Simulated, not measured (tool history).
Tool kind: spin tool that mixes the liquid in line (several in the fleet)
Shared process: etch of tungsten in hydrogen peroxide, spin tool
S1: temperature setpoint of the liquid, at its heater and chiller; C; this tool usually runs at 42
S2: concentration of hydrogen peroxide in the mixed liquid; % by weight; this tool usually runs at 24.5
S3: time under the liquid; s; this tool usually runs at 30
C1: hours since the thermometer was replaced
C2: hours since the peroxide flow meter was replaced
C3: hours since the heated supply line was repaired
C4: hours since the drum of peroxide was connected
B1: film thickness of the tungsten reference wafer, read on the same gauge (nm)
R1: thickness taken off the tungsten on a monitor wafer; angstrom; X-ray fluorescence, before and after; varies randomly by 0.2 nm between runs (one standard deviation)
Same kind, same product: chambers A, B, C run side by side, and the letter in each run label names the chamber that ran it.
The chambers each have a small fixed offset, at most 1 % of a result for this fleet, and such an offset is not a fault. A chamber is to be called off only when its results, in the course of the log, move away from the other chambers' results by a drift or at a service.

run,hour,S1,S2,S3,C1,C2,C3,C4,B1,R1
1C,4.1,42,24.5,30,863,1152.1,1464.2,904.2,30.004,299.02
2B,12.6,42,24.5,30,1550.1,708.9,2667.2,54.3,30.011,295.84
3A,19.6,42,24.5,30,144.3,757.7,2812.9,505.8,30.06,297.29
4C,23.6,42,24.5,30,882.5,1171.6,1483.7,923.7,30.048,296.34
5B,31,42,24.5,30,1568.5,727.3,2685.6,72.7,29.986,293.91
6A,37.7,32.5,24.5,30,162.4,775.8,2831,523.9,30.023,158.74
7B,46.2,32.5,24.5,30,1583.7,742.5,2700.8,87.9,30.03,156.49
8A,50.3,32.5,24.5,30,175,788.4,2843.6,536.5,30.022,157.75
9C,56.4,42,24.5,30,915.3,1204.4,1516.5,956.5,30.042,293.96
10C,64.6,42,24.5,30,923.5,1212.6,1524.7,964.7,30.001,295.83
11B,71.1,34.5,30,30,1608.6,767.4,2725.7,112.8,29.987,200.89
12A,76.8,34.5,30,30,201.5,814.9,2870.1,563,29.993,204.02
13B,83.7,34.5,30,30,1621.2,780,2738.3,125.4,29.977,201.21
14C,90.2,42,24.5,30,949.1,1238.2,1550.3,990.3,29.995,298.82
# hour 94: chamber A: heated supply line repaired
15A,97.6,42,24.5,30,222.3,835.7,3.7,583.8,29.996,301.49
16B,103.9,42,24.5,30,1641.4,800.2,2758.5,145.6,29.995,294.49
17C,110.6,42,24.5,30,969.5,1258.6,1570.7,1010.7,29.981,296
18A,117.2,34,28.5,30,241.9,855.3,23.3,603.4,29.982,190.88
19C,124.7,34,28.5,30,983.6,1272.7,1584.8,1024.8,29.995,187.65
# hour 127.9: chamber C: peroxide flow meter replaced
20A,130.8,34,28.5,30,255.5,868.9,36.9,617,30.002,193.63
21B,136.4,42,24.5,30,1673.9,832.7,2791,178.1,29.975,296.31
22A,140.1,42,24.5,30,264.8,878.2,46.2,626.3,29.992,303.9
23B,144.1,42,24.5,30,1681.6,840.4,2798.7,185.8,29.998,294.08
24C,151.9,42,18.5,30,1010.8,24,1612,1052,29.989,257.52
25A,156.8,42,18.5,30,281.5,894.9,62.9,643,29.96,265.71
26B,165.4,42,18.5,30,1702.9,861.7,2820,207.1,29.973,255.96
27C,169.2,42,24.5,30,1028.1,41.3,1629.3,1069.3,30.014,295.88
28C,177.6,42,24.5,30,1036.5,49.7,1637.7,1077.7,30.011,298.55
29A,182.6,42,24.5,30,307.3,920.7,88.7,668.8,29.992,309.65
30B,190.2,48.5,24.5,35,1727.7,886.5,2844.8,231.9,29.961,521.15
31C,195.4,48.5,24.5,35,1054.3,67.5,1655.5,1095.5,30.015,522.4
32A,201.9,48.5,24.5,35,326.6,940,108,688.1,30.022,535.33
33B,207.2,42,24.5,30,1744.7,903.5,2861.8,248.9,29.997,294.07
34A,213.5,42,24.5,30,338.2,951.6,119.6,699.7,29.97,308.92
35C,218,42,24.5,30,1076.9,90.1,1678.1,1118.1,29.981,293.08
36B,223.3,42,24.5,30,1760.8,919.6,2877.9,265,30.01,296.69

Has any chamber moved away from the others, gradually or after a service, or does the common gauge drift, or do the chambers differ only by their own small steady offsets? State the chamber and the most likely cause if one applies.

Chamber A drifts away from the others.
What lies behind it: liquid hotter than its thermometer reads (K) = 0.666.
The log may not separate it from: peroxide flow above the setpoint (%).

Below are 4 candidate recipes for chamber A's next run, each the usual settings with a change, their results shown as question marks. Which of them brings A's results back in line with what the other chambers give on the usual settings?
Allowed miss from the other chambers' usual-settings mean, per result, to count as in line: R1 7.1 angstrom
37A-1,229.5,42,27,30,,,,,,?
37A-2,229.5,42,22,30,,,,,,?
37A-3,229.5,42,20,30,,,,,,?
37A-4,229.5,42,29,30,,,,,,?

What the other chambers average on the usual settings: R1 294.87 angstrom
run,R1
37A-1,324.62
37A-2,293.46
37A-3,280.02
37A-4,336.28
The right change is 37A-2: it brings the chamber back within the allowed miss of the others.

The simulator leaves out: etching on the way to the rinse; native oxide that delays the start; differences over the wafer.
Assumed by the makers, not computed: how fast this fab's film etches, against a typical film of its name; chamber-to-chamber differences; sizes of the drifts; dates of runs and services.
